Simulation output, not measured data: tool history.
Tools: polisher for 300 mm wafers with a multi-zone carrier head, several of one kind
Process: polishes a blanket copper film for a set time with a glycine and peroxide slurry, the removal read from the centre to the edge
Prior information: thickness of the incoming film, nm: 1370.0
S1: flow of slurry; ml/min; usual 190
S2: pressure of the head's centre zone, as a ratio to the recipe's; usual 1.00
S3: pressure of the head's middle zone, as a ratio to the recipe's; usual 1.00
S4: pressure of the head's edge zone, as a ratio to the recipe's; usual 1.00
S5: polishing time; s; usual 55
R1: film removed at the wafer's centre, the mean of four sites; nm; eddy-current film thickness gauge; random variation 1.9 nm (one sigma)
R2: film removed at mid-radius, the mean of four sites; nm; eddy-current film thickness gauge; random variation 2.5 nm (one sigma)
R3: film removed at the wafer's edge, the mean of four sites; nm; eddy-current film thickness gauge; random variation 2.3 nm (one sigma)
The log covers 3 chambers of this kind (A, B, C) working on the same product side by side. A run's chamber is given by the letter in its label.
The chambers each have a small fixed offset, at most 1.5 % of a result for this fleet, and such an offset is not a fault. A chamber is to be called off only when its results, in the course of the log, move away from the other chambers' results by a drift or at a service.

run,day,S1,S2,S3,S4,S5,R1,R2,R3
1A,0.271,190,1.00,1.00,1.00,55,187.75,189.99,188.83
# day 0.383: chamber C: edge zone pressure recalibrated
# day 0.475: chamber B: worn pad replaced by a new one
2B,0.554,190,1.00,1.00,1.00,55,188.77,188.18,187.59
3C,0.954,190,1.00,1.00,1.00,55,186.17,186.91,184.33
4B,1.262,190,1.00,1.00,1.00,55,185.61,187.14,185.64
5A,1.704,190,1.00,1.00,1.00,55,186.95,188.81,186.08
6C,1.967,190,1.00,1.00,1.00,55,186.39,186.78,182.22
7B,2.254,190,1.00,1.00,1.00,55,183.48,187.73,183.01
# day 2.388: chamber C: worn pad replaced by a new one
8C,2.467,190,1.00,1.00,1.00,55,185.91,185.53,183.27
9A,2.921,190,0.95,1.00,1.00,48,152.74,166.36,161.06
10C,3.358,190,0.95,1.00,1.00,48,155.04,164.36,162.94
# day 3.392: chamber B: centre zone pressure recalibrated
11B,3.675,190,0.95,1.00,1.00,48,153.43,160.68,164.21
12A,4.108,190,1.00,1.00,1.00,55,185.27,186.26,187.78
13C,4.467,190,1.00,1.00,1.00,55,183.32,182.46,190.01
14B,4.917,190,1.00,1.00,1.00,55,184.14,183.40,182.86
15A,5.154,190,1.00,1.00,1.00,55,183.39,190.77,184.99
# day 5.288: chamber A: worn pad replaced by a new one
# day 5.308: chamber B: worn pad replaced by a new one
16B,5.512,190,1.00,1.00,1.00,55,185.14,185.51,182.55
17C,5.792,190,1.00,1.00,1.00,55,181.81,179.62,181.42
# day 5.975: chamber C: worn pad replaced by a new one
18A,6.146,190,1.00,1.00,1.00,63,211.31,218.37,211.36
19B,6.583,190,1.00,1.00,1.00,63,211.04,211.61,214.75
20A,6.867,190,1.00,1.00,1.00,63,212.57,219.47,209.10
21C,7.162,190,1.00,1.00,1.00,55,174.02,180.50,182.89
22B,7.529,190,1.07,1.00,0.88,55,200.35,184.32,175.56
# day 7.775: chamber B: edge zone pressure recalibrated
23C,7.921,190,1.07,1.00,0.88,55,194.30,175.70,169.54
24A,8.150,190,1.07,1.00,0.88,55,198.61,189.80,176.66
25A,8.579,155,1.00,0.89,1.00,55,176.71,161.54,179.15
26B,8.892,155,1.00,0.89,1.00,55,178.43,158.39,182.31
27C,9.308,155,1.00,0.89,1.00,55,166.09,148.69,173.42
# day 9.696: chamber C: worn pad replaced by a new one
28C,9.746,190,1.00,1.00,1.00,41,130.96,133.01,136.95
# day 9.917: chamber B: worn pad replaced by a new one
29B,10.050,190,1.00,1.00,1.00,41,139.72,137.34,139.85
30A,10.483,190,1.00,1.00,1.00,41,139.63,139.90,136.72
31A,10.700,190,1.00,1.00,1.00,55,185.39,187.80,183.32
32C,10.946,190,1.00,1.00,1.00,55,171.58,172.20,173.12
33B,11.217,190,1.00,1.00,1.00,55,181.83,190.43,181.93

The same settings go to every chamber for the next run, one line per chamber below. Forecast the results for each:
34A,11.546,190,1.00,1.00,1.00,55,?,?,?
34B,11.546,190,1.00,1.00,1.00,55,?,?,?
34C,11.546,190,1.00,1.00,1.00,55,?,?,?

run,R1,R2,R3
34A,182.26,192.20,183.76
34B,184.53,183.90,183.01
34C,166.52,169.95,178.34
